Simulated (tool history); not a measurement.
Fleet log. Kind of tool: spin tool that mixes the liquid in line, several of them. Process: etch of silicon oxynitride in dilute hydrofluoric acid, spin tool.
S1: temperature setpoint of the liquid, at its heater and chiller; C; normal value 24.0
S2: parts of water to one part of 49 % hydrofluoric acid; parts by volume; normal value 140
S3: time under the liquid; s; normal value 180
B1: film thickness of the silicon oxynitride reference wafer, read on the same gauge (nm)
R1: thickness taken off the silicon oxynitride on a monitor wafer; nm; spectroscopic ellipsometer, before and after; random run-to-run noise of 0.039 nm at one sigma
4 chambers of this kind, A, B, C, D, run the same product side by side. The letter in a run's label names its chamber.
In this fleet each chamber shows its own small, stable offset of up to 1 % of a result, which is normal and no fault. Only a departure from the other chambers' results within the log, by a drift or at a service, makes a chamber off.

| run | day | S1 | S2 | S3 | B1 | R1 |
|---|---|---|---|---|---|---|
| 1C | 0.312 | 24.0 | 140 | 180 | 110.00 | 2.9957 |
| 2A | 0.571 | 24.0 | 140 | 180 | 110.01 | 2.9157 |
|  | 0.667 | chamber B: thermometer replaced |
| 3D | 0.792 | 24.0 | 140 | 180 | 110.00 | 2.9012 |
| 4B | 1.192 | 24.0 | 140 | 180 | 109.99 | 2.8990 |
| 5A | 1.492 | 24.0 | 140 | 180 | 109.99 | 2.9172 |
| 6B | 1.821 | 24.0 | 140 | 180 | 109.99 | 2.9133 |
| 7D | 2.308 | 24.0 | 140 | 180 | 110.02 | 2.8475 |
| 8C | 2.588 | 24.0 | 140 | 180 | 110.01 | 2.9592 |
| 9B | 2.867 | 24.0 | 140 | 180 | 110.01 | 2.8722 |
| 10A | 3.129 | 24.0 | 140 | 180 | 109.98 | 2.9122 |
| 11C | 3.404 | 24.0 | 140 | 180 | 110.00 | 3.0107 |
| 12D | 3.875 | 24.0 | 140 | 180 | 110.02 | 2.8842 |
| 13A | 4.129 | 24.0 | 140 | 180 | 110.00 | 3.0137 |
| 14B | 4.512 | 24.0 | 140 | 180 | 110.03 | 2.8960 |
| 15C | 4.988 | 21.5 | 140 | 180 | 109.97 | 2.6050 |
| 16D | 5.446 | 21.5 | 140 | 180 | 110.01 | 2.5810 |
| 17B | 5.721 | 21.5 | 140 | 180 | 110.01 | 2.5948 |
| 18D | 6.050 | 21.5 | 140 | 180 | 110.01 | 2.5225 |
| 19C | 6.533 | 24.0 | 140 | 180 | 110.01 | 2.8662 |
| 20A | 6.896 | 24.0 | 140 | 180 | 110.01 | 3.1234 |
| 21A | 7.267 | 24.0 | 140 | 180 | 110.00 | 3.0987 |
| 22C | 7.729 | 24.0 | 140 | 180 | 110.02 | 2.8973 |
| 23D | 8.221 | 24.0 | 140 | 180 | 110.00 | 2.9143 |
| 24B | 8.571 | 22.0 | 140 | 180 | 110.00 | 2.6455 |
| 25C | 9.071 | 22.0 | 140 | 180 | 110.00 | 2.6131 |
| 26A | 9.492 | 22.0 | 140 | 180 | 110.00 | 2.8746 |

Read the log: is a single chamber off, either drifting away or since a service, is the gauge that measures every chamber drifting, or is nothing wrong beyond small per-chamber offsets? Name any odd chamber and what most likely caused it.

Little by little, chamber A moves away from the other chambers.
What lies behind it: hydrofluoric acid flow above the setpoint (%) = 7.25.
It could be hard to tell apart here from: liquid hotter than its thermometer reads (K).

Which of the 4 candidates below, each the usual settings with something changed and its results left as question marks, puts chamber A back in line with what the other chambers give on the usual settings?
Maximum distance from the other chambers' mean on the usual settings for a result to count as in line: R1 0.1400 nm
| 27A-1 | 9.850 | 24.0 | 130 | 180 |  | ? |
| 27A-2 | 9.850 | 24.0 | 140 | 165 |  | ? |
| 27A-3 | 9.850 | 24.0 | 140 | 150 |  | ? |
| 27A-4 | 9.850 | 24.5 | 140 | 205 |  | ? |

Usual-settings mean across the other chambers: R1 2.9122 nm
| run | R1 |
|---|---|
| 27A-1 | 3.4150 |
| 27A-2 | 2.8812 |
| 27A-3 | 2.6193 |
| 27A-4 | 3.6633 |
27A-2 brings the chamber back in line.
